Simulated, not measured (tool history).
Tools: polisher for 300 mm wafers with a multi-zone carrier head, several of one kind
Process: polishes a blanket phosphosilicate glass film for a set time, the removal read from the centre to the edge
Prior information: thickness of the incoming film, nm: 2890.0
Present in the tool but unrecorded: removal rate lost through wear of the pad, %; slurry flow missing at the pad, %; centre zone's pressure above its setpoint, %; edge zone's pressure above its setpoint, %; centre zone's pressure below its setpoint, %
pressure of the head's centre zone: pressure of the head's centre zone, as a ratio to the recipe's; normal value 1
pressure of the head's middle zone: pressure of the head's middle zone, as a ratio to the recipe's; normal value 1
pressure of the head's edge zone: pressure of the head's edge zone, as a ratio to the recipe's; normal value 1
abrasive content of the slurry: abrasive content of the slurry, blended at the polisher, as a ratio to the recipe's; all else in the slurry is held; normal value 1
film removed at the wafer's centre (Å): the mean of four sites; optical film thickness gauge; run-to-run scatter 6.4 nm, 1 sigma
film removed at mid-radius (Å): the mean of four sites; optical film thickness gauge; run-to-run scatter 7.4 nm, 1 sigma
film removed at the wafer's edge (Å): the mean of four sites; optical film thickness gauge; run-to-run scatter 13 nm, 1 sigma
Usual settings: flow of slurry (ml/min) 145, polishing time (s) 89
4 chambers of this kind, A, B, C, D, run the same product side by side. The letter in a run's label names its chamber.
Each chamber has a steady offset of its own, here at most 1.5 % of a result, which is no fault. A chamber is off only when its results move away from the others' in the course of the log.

run,day,flow of slurry (ml/min),pressure of the head's centre zone,pressure of the head's middle zone,pressure of the head's edge zone,abrasive content of the slurry,polishing time (s),wafers polished on this pad,hours since the slurry nozzle was cleaned,hours since the centre zone pressure was calibrated,hours since the edge zone pressure was calibrated,film removed at the wafer's centre (Å),film removed at mid-radius (Å),film removed at the wafer's edge (Å)
# day 0.229: chamber C: centre zone pressure recalibrated
1A,0.321,145,1,1,1,1,89,501,238.4,430.4,915.8,9950.9,9952.9,9976.1
2C,0.821,145,1,1,1,1,89,472,327.4,14.2,370.6,10019,9952,9946.4
# day 0.829: chamber B: worn pad replaced by a new one
3D,1.088,145,1,1,1,1,89,1370,86.7,89.8,216.2,9954.5,9891.5,9835.5
4B,1.483,145,1,1,1,1,89,91,105,1461,200.2,9903.7,9940.4,9627.4
# day 1.821: chamber B: centre zone pressure recalibrated
5B,1.904,145,1,1,1,1,89,150,115.1,2,210.3,9901.7,9971.8,9890.8
# day 2.183: chamber D: worn pad replaced by a new one
6D,2.429,145,1,1,1,1,89,34,118.9,122,248.4,10019,9881.6,9639.2
7C,2.929,145,1,1,1,1,89,767,378,64.8,421.2,9963.4,10194,10070
8A,3.425,145,1,1,1,1,89,935,312.9,504.9,990.3,9987.5,9862.1,9808.9
# day 3.879: chamber D: edge zone pressure recalibrated
9B,3.929,145,1,1,1,1,89,433,163.7,50.6,258.9,9828.7,9847.9,9910.5
# day 4.358: chamber B: worn pad replaced by a new one
10D,4.371,145,1,1,1,1,89,306,165.5,168.6,11.9,9974.1,9789.3,10008
11A,4.854,145,1,1,1,1,89,1135,347.2,539.2,1024.6,10028,9811.8,10081
12C,5.2,145,1,1,1,1,89,1084,432.5,119.3,475.7,9904.6,9915.8,10099
13A,5.533,145,1,1,1,1,89,1230,363.5,555.5,1040.9,9961.4,9876.4,9927.1
14C,6.029,110,0.96,1,1,1,89,1200,452.4,139.2,495.6,8860,9426.7,9643.9
15B,6.512,110,0.96,1,1,1,89,301,225.7,112.6,320.9,8775.2,9344,9372.6
16D,7.025,110,0.96,1,1,1,89,677,229.2,232.3,75.6,8840.3,9285.2,9483
# day 7.412: chamber C: worn pad replaced by a new one
17A,7.633,110,0.96,1,1,1,89,1523,413.9,605.9,1091.3,8827.1,9332,9383
# day 7.925: chamber B: worn pad replaced by a new one
18D,8.117,145,1,1,1,1,89,830,255.4,258.5,101.8,9938.7,9805.2,9868.4
# day 8.158: chamber C: edge zone pressure recalibrated
19B,8.654,145,1,1,1,1,60,102,277.1,164,372.3,6672.7,6736.9,6638.4
20C,9.196,145,1,1,1,1,60,249,528.4,215.2,25,6758.5,6660.5,6662.7
21C,9.746,145,1,1,1,1,60,326,541.6,228.4,38.2,6664,6763.9,6825.4
22B,10.154,145,1,1,1,1,60,312,313.1,200,408.3,6626.3,6616.8,6761.4
23A,10.662,145,1,1,1,1,89,1947,486.6,678.6,1164,9774.5,9734.7,9683.2
24D,11.196,145,1,1,1,1,89,1260,329.3,332.4,175.7,10019,9870.8,9714.6
# day 11.354: chamber A: edge zone pressure recalibrated
25C,11.675,145,1,1,1,1,89,596,587.9,274.7,84.5,10015,9852.6,10140
26A,11.971,145,1,1,1,1,89,2130,518,710,14.8,9627.1,9469.8,9584.8
# day 12.142: chamber D: centre zone pressure recalibrated
# day 12.212: chamber B: worn pad replaced by a new one
27B,12.512,145,1,1,1,1,89,42,369.7,256.6,464.9,9976.2,9818.5,9899.3
28D,12.896,145,1,1,1.11,1,89,1498,370.1,18.1,216.5,10028,9924,10280
# day 13.146: chamber D: worn pad replaced by a new one
29C,13.5,145,1,1,1.11,1,89,851,631.7,318.5,128.3,10018,9974.5,10429
30D,13.954,145,1,1,1.11,1,89,113,395.5,43.5,241.9,10090,9863.1,10167
31B,14.379,145,1,1,1.11,1,89,303,414.5,301.4,509.7,9865.1,9929.2,10457
32A,14.871,145,1,1,1,1,89,2535,587.6,779.6,84.4,9391.1,9300.4,9203.6
# day 15.025: chamber B: edge zone pressure recalibrated
33D,15.483,145,1,1.08,1,1,89,327,432.2,80.2,278.6,10000,10595,9890
34A,15.988,145,1,1.08,1,1,89,2692,614.4,806.4,111.2,9341.4,9927.3,9447
# day 16.233: chamber B: worn pad replaced by a new one
35B,16.262,145,1,1.08,1,1,89,4,459.7,346.6,29.7,9836.4,10507,9950.4
# day 16.562: chamber C: worn pad replaced by a new one
36C,16.725,145,1,1.08,1,1,89,23,709.1,395.9,205.7,9869.4,10639,9798.8
37D,17.312,145,1,1,1,1,89,582,476.1,124.1,322.5,10076,9928,9851.8
38C,17.788,145,1,1,0.96,1,89,171,734.6,421.4,231.2,9907.7,10155,9722.4
# day 17.833: chamber A: centre zone pressure recalibrated
39A,18.312,145,1,1,0.96,1,89,3017,670.2,11.5,167,9099.8,9121.7,8953.4
40B,18.788,145,1,1,0.96,1,89,357,520.3,407.2,90.3,9924.9,10069,9614.3

Next, every chamber runs the same settings. What will each give?
41A,19.229,145,0.9,1,1,1,89,,,,,?,?,?
41B,19.229,145,0.9,1,1,1,89,,,,,?,?,?
41C,19.229,145,0.9,1,1,1,89,,,,,?,?,?
41D,19.229,145,0.9,1,1,1,89,,,,,?,?,?

run,film removed at the wafer's centre (Å),film removed at mid-radius (Å),film removed at the wafer's edge (Å)
41A,8174.6,9149.3,9008.8
41B,8786.2,9836.4,9858
41C,8885.4,10002,9788.2
41D,8907.3,9864.9,10019

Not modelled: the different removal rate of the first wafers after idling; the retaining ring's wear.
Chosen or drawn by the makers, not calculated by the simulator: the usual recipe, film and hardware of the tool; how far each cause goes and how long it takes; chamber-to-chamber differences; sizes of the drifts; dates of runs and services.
